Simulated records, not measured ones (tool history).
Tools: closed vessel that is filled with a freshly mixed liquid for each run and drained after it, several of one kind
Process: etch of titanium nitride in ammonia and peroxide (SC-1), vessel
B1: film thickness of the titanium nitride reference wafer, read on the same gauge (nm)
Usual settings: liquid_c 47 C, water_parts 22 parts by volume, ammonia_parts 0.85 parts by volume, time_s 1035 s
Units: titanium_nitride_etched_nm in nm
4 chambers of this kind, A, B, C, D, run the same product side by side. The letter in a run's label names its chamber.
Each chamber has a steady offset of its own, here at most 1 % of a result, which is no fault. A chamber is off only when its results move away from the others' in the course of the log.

{"run": "1A", "hour": 7.1, "liquid_c": 47, "water_parts": 22, "ammonia_parts": 0.85, "time_s": 1035, "B1": 69.994, "titanium_nitride_etched_nm": 38.901}
{"run": "2D", "hour": 14.6, "liquid_c": 47, "water_parts": 22, "ammonia_parts": 0.85, "time_s": 1035, "B1": 70.011, "titanium_nitride_etched_nm": 38.491}
{"run": "3C", "hour": 20.9, "liquid_c": 47, "water_parts": 22, "ammonia_parts": 0.85, "time_s": 1035, "B1": 70.003, "titanium_nitride_etched_nm": 39.148}
{"run": "4B", "hour": 26.9, "liquid_c": 47, "water_parts": 22, "ammonia_parts": 0.85, "time_s": 1035, "B1": 70.014, "titanium_nitride_etched_nm": 39.131}
{"hour": 32.1, "done": "chamber B: ammonia flow meter replaced"}
{"run": "5B", "hour": 32.3, "liquid_c": 47, "water_parts": 22, "ammonia_parts": 0.85, "time_s": 1035, "B1": 69.985, "titanium_nitride_etched_nm": 38.996}
{"run": "6A", "hour": 39.7, "liquid_c": 47, "water_parts": 22, "ammonia_parts": 0.85, "time_s": 1035, "B1": 70.009, "titanium_nitride_etched_nm": 38.291}
{"run": "7C", "hour": 43.2, "liquid_c": 47, "water_parts": 22, "ammonia_parts": 0.85, "time_s": 1035, "B1": 69.999, "titanium_nitride_etched_nm": 38.713}
{"run": "8D", "hour": 50.1, "liquid_c": 47, "water_parts": 22, "ammonia_parts": 0.85, "time_s": 1035, "B1": 70.015, "titanium_nitride_etched_nm": 38.534}
{"run": "9A", "hour": 56.4, "liquid_c": 47, "water_parts": 22, "ammonia_parts": 0.85, "time_s": 1035, "B1": 70.006, "titanium_nitride_etched_nm": 38.828}
{"run": "10D", "hour": 62.7, "liquid_c": 47, "water_parts": 22, "ammonia_parts": 0.85, "time_s": 1035, "B1": 70.013, "titanium_nitride_etched_nm": 38.42}
{"run": "11C", "hour": 69.3, "liquid_c": 47, "water_parts": 22, "ammonia_parts": 0.85, "time_s": 1035, "B1": 69.997, "titanium_nitride_etched_nm": 37.963}
{"run": "12B", "hour": 76.5, "liquid_c": 47, "water_parts": 22, "ammonia_parts": 0.85, "time_s": 1035, "B1": 69.986, "titanium_nitride_etched_nm": 38.678}
{"run": "13C", "hour": 81.5, "liquid_c": 47, "water_parts": 22, "ammonia_parts": 0.85, "time_s": 1035, "B1": 69.985, "titanium_nitride_etched_nm": 38.1}
{"hour": 83.9, "done": "chamber A: ammonia flow meter replaced"}
{"run": "14A", "hour": 86.5, "liquid_c": 47, "water_parts": 22, "ammonia_parts": 0.85, "time_s": 1035, "B1": 69.994, "titanium_nitride_etched_nm": 38.23}
{"run": "15D", "hour": 91.1, "liquid_c": 47, "water_parts": 22, "ammonia_parts": 0.85, "time_s": 1035, "B1": 70.022, "titanium_nitride_etched_nm": 38.893}
{"run": "16B", "hour": 96.6, "liquid_c": 47, "water_parts": 22, "ammonia_parts": 0.85, "time_s": 1035, "B1": 69.991, "titanium_nitride_etched_nm": 39.293}
{"run": "17A", "hour": 103.9, "liquid_c": 47, "water_parts": 22, "ammonia_parts": 0.85, "time_s": 1035, "B1": 70.002, "titanium_nitride_etched_nm": 38.852}
{"run": "18B", "hour": 107.8, "liquid_c": 47, "water_parts": 22, "ammonia_parts": 0.85, "time_s": 1035, "B1": 70.007, "titanium_nitride_etched_nm": 39.167}
{"run": "19D", "hour": 114.6, "liquid_c": 47, "water_parts": 22, "ammonia_parts": 0.85, "time_s": 1035, "B1": 69.984, "titanium_nitride_etched_nm": 38.523}
{"run": "20C", "hour": 118.5, "liquid_c": 47, "water_parts": 22, "ammonia_parts": 0.85, "time_s": 1035, "B1": 69.992, "titanium_nitride_etched_nm": 37.005}
{"run": "21D", "hour": 126.4, "liquid_c": 52.5, "water_parts": 22, "ammonia_parts": 1.1, "time_s": 1035, "B1": 69.992, "titanium_nitride_etched_nm": 59.196}
{"run": "22A", "hour": 132.5, "liquid_c": 52.5, "water_parts": 22, "ammonia_parts": 1.1, "time_s": 1035, "B1": 70.015, "titanium_nitride_etched_nm": 59.394}
{"run": "23C", "hour": 138.8, "liquid_c": 52.5, "water_parts": 22, "ammonia_parts": 1.1, "time_s": 1035, "B1": 69.999, "titanium_nitride_etched_nm": 56.076}
{"run": "24B", "hour": 142.6, "liquid_c": 52.5, "water_parts": 22, "ammonia_parts": 1.1, "time_s": 1035, "B1": 69.98, "titanium_nitride_etched_nm": 59.56}
{"run": "25A", "hour": 149.0, "liquid_c": 47, "water_parts": 22, "ammonia_parts": 0.85, "time_s": 1035, "B1": 70.001, "titanium_nitride_etched_nm": 38.191}

What goes on in this fleet: one chamber off, a drifting gauge, or nothing beyond the chambers' own small offsets? Name the chamber and the cause, if any.

Chamber C drifts away from the others.
Cause: liquid colder than its thermometer reads (K) = 1.03.

Here are 4 candidates for chamber C's next run, each the usual settings with a change, their results left as question marks. Which one brings its results back in line with what the others give on the usual settings?
In line means no further than this from the other chambers' mean on the usual settings: titanium_nitride_etched_nm 0.72 nm
{"run": "26C-1", "hour": 154.9, "liquid_c": 46, "water_parts": 22, "ammonia_parts": 0.85, "time_s": 975, "titanium_nitride_etched_nm": "?"}
{"run": "26C-2", "hour": 154.9, "liquid_c": 47, "water_parts": 17, "ammonia_parts": 0.85, "time_s": 1035, "titanium_nitride_etched_nm": "?"}
{"run": "26C-3", "hour": 154.9, "liquid_c": 47.5, "water_parts": 22, "ammonia_parts": 0.85, "time_s": 1065, "titanium_nitride_etched_nm": "?"}
{"run": "26C-4", "hour": 154.9, "liquid_c": 46.5, "water_parts": 22, "ammonia_parts": 0.85, "time_s": 1005, "titanium_nitride_etched_nm": "?"}

The other chambers' mean on the usual settings: titanium_nitride_etched_nm 38.786 nm
run=26C-1 titanium_nitride_etched_nm=31.812
run=26C-2 titanium_nitride_etched_nm=41.662
run=26C-3 titanium_nitride_etched_nm=38.63
run=26C-4 titanium_nitride_etched_nm=33.965
26C-3 brings the chamber back in line.

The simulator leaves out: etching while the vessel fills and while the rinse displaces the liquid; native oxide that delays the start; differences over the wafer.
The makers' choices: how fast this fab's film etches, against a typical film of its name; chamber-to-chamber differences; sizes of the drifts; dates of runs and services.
